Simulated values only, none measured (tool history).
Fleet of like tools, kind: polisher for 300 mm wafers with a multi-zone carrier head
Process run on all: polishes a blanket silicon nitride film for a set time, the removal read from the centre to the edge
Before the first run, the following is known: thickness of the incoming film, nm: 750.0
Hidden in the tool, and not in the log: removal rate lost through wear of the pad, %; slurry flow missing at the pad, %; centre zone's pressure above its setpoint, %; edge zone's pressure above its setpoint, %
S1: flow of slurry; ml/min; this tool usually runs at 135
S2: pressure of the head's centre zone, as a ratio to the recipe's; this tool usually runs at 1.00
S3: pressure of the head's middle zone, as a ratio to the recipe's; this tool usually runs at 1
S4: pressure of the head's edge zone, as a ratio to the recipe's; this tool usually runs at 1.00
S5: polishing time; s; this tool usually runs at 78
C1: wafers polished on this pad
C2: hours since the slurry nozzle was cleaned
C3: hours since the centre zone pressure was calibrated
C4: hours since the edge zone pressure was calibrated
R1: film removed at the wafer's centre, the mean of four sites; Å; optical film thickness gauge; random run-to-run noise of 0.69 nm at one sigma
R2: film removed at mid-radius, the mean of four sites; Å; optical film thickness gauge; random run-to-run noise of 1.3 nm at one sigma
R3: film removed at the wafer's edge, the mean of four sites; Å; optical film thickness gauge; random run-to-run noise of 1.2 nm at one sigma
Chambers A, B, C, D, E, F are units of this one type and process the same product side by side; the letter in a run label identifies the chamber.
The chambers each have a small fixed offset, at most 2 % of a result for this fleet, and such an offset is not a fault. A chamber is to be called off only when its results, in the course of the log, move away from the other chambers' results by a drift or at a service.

run	hour	S1	S2	S3	S4	S5	C1	C2	C3	C4	R1	R2	R3
1A	11.0	135	1.00	1	1.00	78	775	705.4	77.0	496.6	1102.90	1099.70	1092.80
2F	20.2	135	1.00	1	1.00	78	1012	693.8	212.0	146.2	1099.50	1092.70	1065.00
# hour 25.9: chamber A: worn pad replaced by a new one
3D	32.9	135	1.00	1	1.00	78	639	353.6	68.0	302.3	1094.00	1098.80	1109.90
# hour 33.1: chamber E: worn pad replaced by a new one
# hour 34.1: chamber F: worn pad replaced by a new one
4C	46.3	135	1.00	1	1.00	78	678	264.9	274.0	404.4	1092.60	1080.00	1062.70
5E	55.2	135	1.00	1	1.00	78	181	521.3	1196.3	138.7	1102.90	1092.00	1086.40
# hour 57.6: chamber F: slurry nozzle cleaned
# hour 65.2: chamber A: slurry nozzle cleaned
# hour 67.0: chamber C: worn pad replaced by a new one
6B	69.3	135	1.00	1	1.00	78	899	86.1	584.5	363.7	1084.60	1094.50	1087.70
# hour 73.2: chamber C: edge zone pressure recalibrated
7A	76.8	135	0.93	1	1.00	78	418	11.6	142.8	562.4	1007.10	1079.30	1101.00
8F	85.6	135	0.93	1	1.00	78	423	28.0	277.4	211.6	999.98	1079.20	1072.80
9D	99.8	135	0.93	1	1.00	78	1188	420.5	134.9	369.2	1017.40	1093.90	1117.70
10C	106.7	135	0.93	1	1.00	78	326	325.3	334.4	33.5	1009.70	1093.90	1069.40
# hour 109.9: chamber B: worn pad replaced by a new one
11B	118.2	135	0.93	1	1.00	78	68	135.0	633.4	412.6	1019.20	1099.40	1095.10
# hour 127.7: chamber A: worn pad replaced by a new one
# hour 128.9: chamber D: worn pad replaced by a new one
12E	130.1	135	0.93	1	1.00	78	797	596.2	1271.2	213.6	1003.60	1097.60	1106.90
13B	144.9	135	1.00	1	1.00	78	288	161.7	660.1	439.3	1091.90	1094.10	1112.50
14F	154.5	135	1.00	1	1.00	78	989	96.9	346.3	280.5	1084.70	1076.70	1105.90
15E	165.1	135	1.00	1	1.00	78	1084	631.2	1306.2	248.6	1068.20	1086.50	1100.40
# hour 165.4: chamber F: worn pad replaced by a new one
# hour 169.4: chamber C: worn pad replaced by a new one
16A	172.6	135	1.00	1	1.00	78	369	107.4	238.6	658.2	1098.30	1059.70	1088.20
# hour 186.8: chamber E: worn pad replaced by a new one
17D	187.8	135	1.00	1	1.00	78	483	508.5	222.9	457.2	1091.30	1076.70	1103.00
18C	202.0	135	1.11	1	1.00	78	267	420.6	429.7	128.8	1209.10	1105.30	1062.70
19B	212.7	135	1.11	1	1.00	78	845	229.5	727.9	507.1	1228.10	1069.20	1094.40
20F	223.5	135	1.11	1	1.00	78	478	165.9	415.3	349.5	1222.30	1094.20	1079.60
# hour 224.0: chamber A: worn pad replaced by a new one
21E	235.5	135	1.11	1	1.00	78	400	701.6	1376.6	319.0	1209.30	1086.30	1096.40
22D	246.8	135	1.11	1	1.00	78	968	567.5	281.9	516.2	1234.30	1087.10	1110.70
# hour 252.3: chamber E: centre zone pressure recalibrated
23A	261.2	135	1.11	1	1.00	78	306	196.0	327.2	746.8	1234.30	1082.20	1096.30
# hour 271.7: chamber F: edge zone pressure recalibrated
24C	271.9	135	1.00	1	1.00	78	842	490.5	499.6	198.7	1061.10	1080.80	1058.80
# hour 273.3: chamber C: worn pad replaced by a new one
25F	279.0	135	1.00	1	1.00	78	933	221.4	470.8	7.3	1096.40	1093.50	1063.40
26B	286.2	135	1.00	1	0.94	70	1449	303.0	801.4	580.6	979.29	1000.20	953.03
27C	295.3	135	1.00	1	0.94	70	181	513.9	523.0	222.1	958.50	966.71	908.38
# hour 295.4: chamber D: worn pad replaced by a new one
# hour 298.5: chamber F: worn pad replaced by a new one
# hour 309.6: chamber B: worn pad replaced by a new one
28D	311.3	135	1.00	1	0.94	70	130	632.0	346.4	580.7	998.70	959.02	951.49
# hour 312.6: chamber D: centre zone pressure recalibrated
# hour 323.6: chamber A: worn pad replaced by a new one
# hour 325.2: chamber E: slurry nozzle cleaned
29A	327.2	135	1.00	1	0.94	70	30	262.0	393.2	812.8	981.21	985.39	955.59
30E	341.5	135	1.00	1	0.94	70	1270	16.3	89.2	425.0	963.76	980.90	934.41
# hour 349.4: chamber E: worn pad replaced by a new one
31B	350.6	135	1.00	1	0.94	70	337	367.4	865.8	645.0	985.18	982.61	956.36
32C	358.4	110	1.00	1	1.00	78	699	577.0	586.1	285.2	977.23	997.42	993.32
# hour 365.5: chamber D: edge zone pressure recalibrated
# hour 367.1: chamber C: worn pad replaced by a new one
33E	372.7	110	1.00	1	1.00	78	191	47.5	120.4	456.2	1041.30	1034.40	1057.70
34D	385.4	110	1.00	1	1.00	78	739	706.1	72.8	20.0	1038.90	1045.10	1064.90
35A	395.8	110	1.00	1	1.00	78	593	330.6	461.8	881.4	1035.80	1039.90	1064.40
36F	406.4	110	1.00	1	1.00	78	886	348.8	598.2	134.7	1041.90	1059.50	1057.90
# hour 418.8: chamber F: worn pad replaced by a new one
37B	421.4	110	1.00	1	1.00	78	918	438.2	936.6	715.8	1036.40	1058.30	1070.10
# hour 428.2: chamber A: worn pad replaced by a new one
38E	429.1	135	1.00	1	1.00	78	655	103.9	176.8	512.6	1097.90	1086.90	1093.30
39D	440.1	135	1.00	1	1.00	78	1188	760.8	127.5	74.7	1095.50	1081.80	1097.10
40F	448.2	135	1.00	1	1.08	78	241	390.6	640.0	176.5	1089.00	1082.70	1128.00
# hour 456.9: chamber C: worn pad replaced by a new one
41C	462.1	135	1.00	1	1.08	78	43	680.7	689.8	388.9	1022.90	1017.50	1063.50
42A	476.6	135	1.00	1	1.08	78	398	411.4	542.6	962.2	1107.70	1094.20	1149.50

Next, every chamber runs the same settings. What will each give?
43A	488.0	135	1.00	1	1.00	78					?	?	?
43B	488.0	135	1.00	1	1.00	78					?	?	?
43C	488.0	135	1.00	1	1.00	78					?	?	?
43D	488.0	135	1.00	1	1.00	78					?	?	?
43E	488.0	135	1.00	1	1.00	78					?	?	?
43F	488.0	135	1.00	1	1.00	78					?	?	?

run	R1	R2	R3
43A	1088.40	1079.50	1109.20
43B	1106.30	1119.30	1088.90
43C	1042.80	1025.50	1018.00
43D	1114.90	1102.40	1094.50
43E	1084.20	1107.00	1078.50
43F	1089.00	1086.20	1088.50

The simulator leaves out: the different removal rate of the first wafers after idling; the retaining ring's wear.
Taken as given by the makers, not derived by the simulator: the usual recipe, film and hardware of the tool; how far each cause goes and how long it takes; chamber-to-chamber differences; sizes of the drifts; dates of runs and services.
